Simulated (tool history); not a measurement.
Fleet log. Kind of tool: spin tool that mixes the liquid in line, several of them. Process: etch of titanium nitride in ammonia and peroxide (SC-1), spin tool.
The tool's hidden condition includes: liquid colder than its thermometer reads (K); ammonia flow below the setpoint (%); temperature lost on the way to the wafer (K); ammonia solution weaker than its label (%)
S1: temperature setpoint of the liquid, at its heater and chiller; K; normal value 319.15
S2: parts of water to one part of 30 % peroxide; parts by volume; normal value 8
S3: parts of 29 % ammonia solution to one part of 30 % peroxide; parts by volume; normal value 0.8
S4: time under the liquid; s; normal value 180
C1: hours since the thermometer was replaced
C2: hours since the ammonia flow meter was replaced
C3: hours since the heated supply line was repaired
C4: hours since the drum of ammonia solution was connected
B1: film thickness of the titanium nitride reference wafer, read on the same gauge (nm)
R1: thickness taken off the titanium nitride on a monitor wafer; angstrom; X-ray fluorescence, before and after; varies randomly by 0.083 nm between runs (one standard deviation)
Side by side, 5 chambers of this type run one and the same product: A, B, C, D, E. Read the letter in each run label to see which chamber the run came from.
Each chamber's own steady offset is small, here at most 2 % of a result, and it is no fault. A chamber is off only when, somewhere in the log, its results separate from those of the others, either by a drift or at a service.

{"day": 0.242, "done": "chamber D: heated supply line repaired"}
{"run": "1B", "day": 0.454, "S1": 319.15, "S2": 8, "S3": 0.8, "S4": 180, "C1": 643.4, "C2": 1134.4, "C3": 198.1, "C4": 287.4, "B1": 99.993, "R1": 137.04}
{"run": "2E", "day": 0.946, "S1": 319.15, "S2": 8, "S3": 0.8, "S4": 180, "C1": 200.1, "C2": 29.8, "C3": 493.1, "C4": 277.4, "B1": 99.995, "R1": 137.72}
{"run": "3D", "day": 1.258, "S1": 319.15, "S2": 8, "S3": 0.8, "S4": 180, "C1": 157.2, "C2": 458.7, "C3": 24.4, "C4": 889.5, "B1": 99.999, "R1": 137.86}
{"run": "4C", "day": 1.521, "S1": 319.15, "S2": 8, "S3": 0.8, "S4": 180, "C1": 1083.4, "C2": 930.8, "C3": 170.6, "C4": 156.1, "B1": 99.979, "R1": 135.41}
{"run": "5A", "day": 1.817, "S1": 319.15, "S2": 8, "S3": 0.8, "S4": 180, "C1": 613.2, "C2": 584.1, "C3": 546.7, "C4": 558.5, "B1": 100, "R1": 138.3}
{"run": "6C", "day": 2.25, "S1": 319.15, "S2": 8, "S3": 0.8, "S4": 180, "C1": 1100.9, "C2": 948.3, "C3": 188.1, "C4": 173.6, "B1": 100, "R1": 135.5}
{"run": "7A", "day": 2.779, "S1": 319.15, "S2": 8, "S3": 0.8, "S4": 180, "C1": 636.3, "C2": 607.2, "C3": 569.8, "C4": 581.6, "B1": 99.983, "R1": 137.61}
{"run": "8E", "day": 3.158, "S1": 319.15, "S2": 8, "S3": 0.8, "S4": 180, "C1": 253.2, "C2": 82.9, "C3": 546.2, "C4": 330.5, "B1": 100.02, "R1": 137.58}
{"run": "9D", "day": 3.438, "S1": 319.15, "S2": 8, "S3": 0.8, "S4": 180, "C1": 209.5, "C2": 511, "C3": 76.7, "C4": 941.8, "B1": 99.98, "R1": 137.1}
{"run": "10B", "day": 3.792, "S1": 319.15, "S2": 8, "S3": 0.8, "S4": 180, "C1": 723.5, "C2": 1214.5, "C3": 278.2, "C4": 367.5, "B1": 100, "R1": 135.41}
{"run": "11C", "day": 4.242, "S1": 319.15, "S2": 8, "S3": 0.8, "S4": 180, "C1": 1148.7, "C2": 996.1, "C3": 235.9, "C4": 221.4, "B1": 99.999, "R1": 134.82}
{"run": "12D", "day": 4.633, "S1": 319.15, "S2": 8, "S3": 0.8, "S4": 180, "C1": 238.2, "C2": 539.7, "C3": 105.4, "C4": 970.5, "B1": 100.02, "R1": 136.58}
{"run": "13B", "day": 5.158, "S1": 316.15, "S2": 8, "S3": 0.8, "S4": 225, "C1": 756.3, "C2": 1247.3, "C3": 311, "C4": 400.3, "B1": 99.994, "R1": 138.26}
{"run": "14A", "day": 5.621, "S1": 316.15, "S2": 8, "S3": 0.8, "S4": 225, "C1": 704.5, "C2": 675.4, "C3": 638, "C4": 649.8, "B1": 99.979, "R1": 140.73}
{"run": "15E", "day": 6.2, "S1": 316.15, "S2": 8, "S3": 0.8, "S4": 225, "C1": 326.2, "C2": 155.9, "C3": 619.2, "C4": 403.5, "B1": 100.01, "R1": 138.98}
{"run": "16C", "day": 6.704, "S1": 316.15, "S2": 8, "S3": 0.8, "S4": 225, "C1": 1207.8, "C2": 1055.2, "C3": 295, "C4": 280.5, "B1": 99.999, "R1": 135.87}
{"run": "17E", "day": 7.158, "S1": 316.15, "S2": 8, "S3": 0.8, "S4": 225, "C1": 349.2, "C2": 178.9, "C3": 642.2, "C4": 426.5, "B1": 100, "R1": 138.53}
{"run": "18B", "day": 7.512, "S1": 319.15, "S2": 8, "S3": 0.8, "S4": 180, "C1": 812.8, "C2": 1303.8, "C3": 367.5, "C4": 456.8, "B1": 99.994, "R1": 136.47}
{"day": 7.717, "done": "chamber C: new drum of ammonia solution connected"}
{"run": "19D", "day": 7.917, "S1": 319.15, "S2": 8, "S3": 0.8, "S4": 180, "C1": 317, "C2": 618.5, "C3": 184.2, "C4": 1049.3, "B1": 99.999, "R1": 137.44}
{"run": "20A", "day": 8.375, "S1": 319.15, "S2": 8, "S3": 0.8, "S4": 180, "C1": 770.6, "C2": 741.5, "C3": 704.1, "C4": 715.9, "B1": 99.979, "R1": 138.61}
{"run": "21B", "day": 8.867, "S1": 319.15, "S2": 8, "S3": 0.8, "S4": 180, "C1": 845.3, "C2": 1336.3, "C3": 400, "C4": 489.3, "B1": 99.995, "R1": 135.63}
{"day": 9.217, "done": "chamber D: new drum of ammonia solution connected"}
{"run": "22E", "day": 9.388, "S1": 319.15, "S2": 8, "S3": 0.8, "S4": 180, "C1": 402.7, "C2": 232.4, "C3": 695.7, "C4": 480, "B1": 100.01, "R1": 133.97}
{"run": "23C", "day": 9.642, "S1": 319.15, "S2": 8, "S3": 0.8, "S4": 180, "C1": 1278.3, "C2": 1125.7, "C3": 365.5, "C4": 46.2, "B1": 99.984, "R1": 135.66}
{"run": "24A", "day": 10.071, "S1": 319.15, "S2": 8, "S3": 0.8, "S4": 180, "C1": 811.3, "C2": 782.2, "C3": 744.8, "C4": 756.6, "B1": 99.997, "R1": 137.51}
{"run": "25D", "day": 10.388, "S1": 319.15, "S2": 8, "S3": 0.8, "S4": 180, "C1": 376.3, "C2": 677.8, "C3": 243.5, "C4": 28.2, "B1": 100, "R1": 137.07}
{"run": "26B", "day": 10.829, "S1": 319.15, "S2": 9.5, "S3": 0.8, "S4": 180, "C1": 892.4, "C2": 1383.4, "C3": 447.1, "C4": 536.4, "B1": 99.999, "R1": 126.06}
{"run": "27C", "day": 11.383, "S1": 319.15, "S2": 9.5, "S3": 0.8, "S4": 180, "C1": 1320.1, "C2": 1167.5, "C3": 407.3, "C4": 88, "B1": 99.979, "R1": 123.97}
{"run": "28A", "day": 11.654, "S1": 319.15, "S2": 9.5, "S3": 0.8, "S4": 180, "C1": 849.3, "C2": 820.2, "C3": 782.8, "C4": 794.6, "B1": 100, "R1": 125.9}
{"run": "29E", "day": 12.129, "S1": 319.15, "S2": 9.5, "S3": 0.8, "S4": 180, "C1": 468.5, "C2": 298.2, "C3": 761.5, "C4": 545.8, "B1": 100, "R1": 121.43}
{"run": "30D", "day": 12.629, "S1": 319.15, "S2": 9.5, "S3": 0.8, "S4": 180, "C1": 430.1, "C2": 731.6, "C3": 297.3, "C4": 82, "B1": 99.978, "R1": 125.3}
{"run": "31E", "day": 12.954, "S1": 319.15, "S2": 8, "S3": 0.8, "S4": 180, "C1": 488.3, "C2": 318, "C3": 781.3, "C4": 565.6, "B1": 99.995, "R1": 130.07}
{"run": "32D", "day": 13.238, "S1": 319.15, "S2": 8, "S3": 0.8, "S4": 180, "C1": 444.7, "C2": 746.2, "C3": 311.9, "C4": 96.6, "B1": 100.01, "R1": 136.78}
{"run": "33A", "day": 13.692, "S1": 319.15, "S2": 8, "S3": 0.8, "S4": 180, "C1": 898.2, "C2": 869.1, "C3": 831.7, "C4": 843.5, "B1": 100, "R1": 137.54}
{"run": "34B", "day": 14.225, "S1": 319.15, "S2": 8, "S3": 0.8, "S4": 180, "C1": 973.9, "C2": 1464.9, "C3": 528.6, "C4": 617.9, "B1": 100.01, "R1": 136.45}
{"run": "35C", "day": 14.771, "S1": 319.15, "S2": 8, "S3": 0.8, "S4": 180, "C1": 1401.4, "C2": 1248.8, "C3": 488.6, "C4": 169.3, "B1": 100, "R1": 135.47}
{"day": 14.95, "done": "chamber A: new drum of ammonia solution connected"}
{"run": "36A", "day": 15.354, "S1": 319.15, "S2": 8, "S3": 0.8, "S4": 180, "C1": 938.1, "C2": 909, "C3": 871.6, "C4": 9.7, "B1": 99.981, "R1": 139.48}
{"run": "37C", "day": 15.679, "S1": 319.15, "S2": 8, "S3": 0.8, "S4": 180, "C1": 1423.2, "C2": 1270.6, "C3": 510.4, "C4": 191.1, "B1": 99.986, "R1": 134.77}
{"run": "38B", "day": 16.096, "S1": 319.15, "S2": 8, "S3": 0.8, "S4": 180, "C1": 1018.8, "C2": 1509.8, "C3": 573.5, "C4": 662.8, "B1": 100, "R1": 135.39}

What goes on in this fleet: one chamber off, a drifting gauge, or nothing beyond the chambers' own small offsets? Name the chamber and the cause, if any.

Little by little, chamber E moves away from the other chambers.
Most likely cause: temperature lost on the way to the wafer (K) = 1.01.
From this log alone, it may not be told apart from: liquid colder than its thermometer reads (K).

Below are 4 candidate recipes for chamber E's next run, each the usual settings with a change, their results shown as question marks. Which of them brings E's results back in line with what the other chambers give on the usual settings?
In line means no further than this from the other chambers' mean on the usual settings: R1 2.9 angstrom
{"run": "39E-1", "day": 16.517, "S1": 318.65, "S2": 8, "S3": 0.8, "S4": 175, "R1": "?"}
{"run": "39E-2", "day": 16.517, "S1": 318.65, "S2": 8, "S3": 0.8, "S4": 180, "R1": "?"}
{"run": "39E-3", "day": 16.517, "S1": 319.65, "S2": 8, "S3": 0.8, "S4": 185, "R1": "?"}
{"run": "39E-4", "day": 16.517, "S1": 319.15, "S2": 7.5, "S3": 0.8, "S4": 180, "R1": "?"}

Mean of the other chambers on the usual settings: R1 136.57 angstrom
run=39E-1 R1=119.72
run=39E-2 R1=123.14
run=39E-3 R1=135.9
run=39E-4 R1=131.71
The answer is 39E-3, which returns the chamber to within the allowed miss of the others.
